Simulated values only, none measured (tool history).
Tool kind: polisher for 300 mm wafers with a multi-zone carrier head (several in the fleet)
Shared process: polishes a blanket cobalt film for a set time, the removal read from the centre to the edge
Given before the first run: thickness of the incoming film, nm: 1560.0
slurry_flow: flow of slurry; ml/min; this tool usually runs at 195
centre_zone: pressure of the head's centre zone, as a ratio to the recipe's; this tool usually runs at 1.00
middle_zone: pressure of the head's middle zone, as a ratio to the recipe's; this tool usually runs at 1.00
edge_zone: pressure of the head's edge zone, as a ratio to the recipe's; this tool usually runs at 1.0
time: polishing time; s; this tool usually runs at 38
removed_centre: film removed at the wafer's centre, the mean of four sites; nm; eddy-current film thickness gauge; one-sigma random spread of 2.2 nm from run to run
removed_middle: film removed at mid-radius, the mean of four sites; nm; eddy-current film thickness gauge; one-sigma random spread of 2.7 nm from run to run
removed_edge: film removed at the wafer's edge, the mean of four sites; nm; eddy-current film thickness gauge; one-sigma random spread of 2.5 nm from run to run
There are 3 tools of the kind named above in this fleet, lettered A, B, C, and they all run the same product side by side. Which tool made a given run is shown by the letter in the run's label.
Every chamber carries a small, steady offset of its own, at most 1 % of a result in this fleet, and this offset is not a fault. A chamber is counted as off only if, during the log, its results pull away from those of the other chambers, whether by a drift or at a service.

run   hour  slurry_flow  centre_zone  middle_zone  edge_zone  time  removed_centre  removed_middle  removed_edge
 1B    4.7          195         1.00         1.00        1.0    38          233.68          224.83        233.47
 2A    7.6          195         1.00         1.00        1.0    38          231.75          230.90        230.63
 3C   13.2          195         1.00         1.00        1.0    38          234.55          229.45        230.22
 4C   17.6          195         1.00         1.00        1.0    38          237.69          231.34        232.17
 5A   20.9          195         0.91         1.09        1.0    38          205.18          250.95        228.35
 6B   23.7          195         0.91         1.09        1.0    38          208.21          244.27        228.92
      26.1  -- chamber B: edge zone pressure recalibrated
 7A   26.3          195         0.91         1.09        1.0    38          207.99          244.58        229.27
 8C   29.7          195         1.00         1.00        1.0    38          227.79          228.41        227.31
 9B   32.6          195         1.00         1.00        1.0    38          227.29          228.07        230.98
10B   36.8          195         1.00         1.00        1.0    26          157.56          153.94        157.19
11C   41.4          195         1.00         1.00        1.0    26          157.43          155.77        158.50
12A   44.8          195         1.00         1.00        1.0    26          155.39          154.74        155.79
      48.7  -- chamber C: worn pad replaced by a new one
13A   48.7          195         1.00         1.00        1.0    38          228.17          230.82        229.93
14B   51.7          195         1.00         1.00        1.0    38          231.08          225.40        230.85
15C   55.9          195         1.00         1.00        1.0    38          229.69          223.90        233.29
16A   59.6          195         1.00         1.00        1.0    38          222.79          225.77        231.50
17C   64.0          195         1.00         1.00        1.0    38          232.29          226.62        229.59
      68.4  -- chamber B: worn pad replaced by a new one
18B   69.0          195         1.00         1.00        1.0    38          231.14          228.91        231.04
19B   73.4          195         1.00         1.00        1.0    38          226.98          224.66        227.41
20C   76.5          195         1.00         1.00        1.0    38          229.99          226.34        230.73
21A   79.4          195         1.00         1.00        1.0    38          224.71          224.96        219.91
22B   84.4          195         1.00         1.00        1.0    38          234.47          230.61        230.60
23A   88.9          195         1.00         1.00        1.0    38          217.22          220.39        223.83
24C   93.5          195         1.00         1.00        1.0    38          232.53          227.93        230.18
25A   98.0          195         1.00         1.00        1.0    38          220.10          219.83        218.54
26C  101.1          195         1.00         1.00        1.0    38          228.74          227.92        230.37
     104.1  -- chamber A: edge zone pressure recalibrated
27B  105.7          195         1.00         1.04        1.0    38          231.90          236.50        228.98
28C  109.7          195         1.00         1.04        1.0    38          231.51          235.09        232.22
29A  113.7          195         1.00         1.04        1.0    38          212.87          223.59        216.82
30B  117.1          195         1.00         1.00        1.0    38          228.11          232.57        235.80
31B  119.8          195         1.00         1.00        1.0    38          230.80          229.82        226.23
32A  122.4          195         1.00         1.00        1.0    38          210.90          218.90        218.36
     123.7  -- chamber C: worn pad replaced by a new one
33C  127.0          195         1.00         1.00        0.9    38          230.14          228.65        217.56
34A  132.6          195         1.00         1.00        0.9    38          212.43          214.78        200.38
35B  136.2          195         1.00         1.00        0.9    38          234.09          222.40        215.13
36C  142.1          195         1.00         1.00        1.0    38          229.91          224.30        229.15
37B  145.2          195         1.00         1.00        1.0    38          230.74          230.32        227.80
38C  149.1          195         1.00         1.00        1.0    38          230.26          225.02        225.28
39A  153.0          195         1.00         1.00        1.0    38          208.09          207.93        205.96
40A  156.1          195         1.00         1.00        1.0    38          205.32          207.99        206.53
41C  160.0          195         1.00         1.00        1.0    38          232.78          229.26        226.24

The same settings go to every chamber for the next run, one line per chamber below. Forecast the results for each:
42A  164.2          195         1.00         1.00        1.0    38               ?               ?             ?
42B  164.2          195         1.00         1.00        1.0    38               ?               ?             ?
42C  164.2          195         1.00         1.00        1.0    38               ?               ?             ?

run  removed_centre  removed_middle  removed_edge
42A          207.04          208.74        206.52
42B          232.66          227.01        234.08
42C          233.18          227.01        227.49
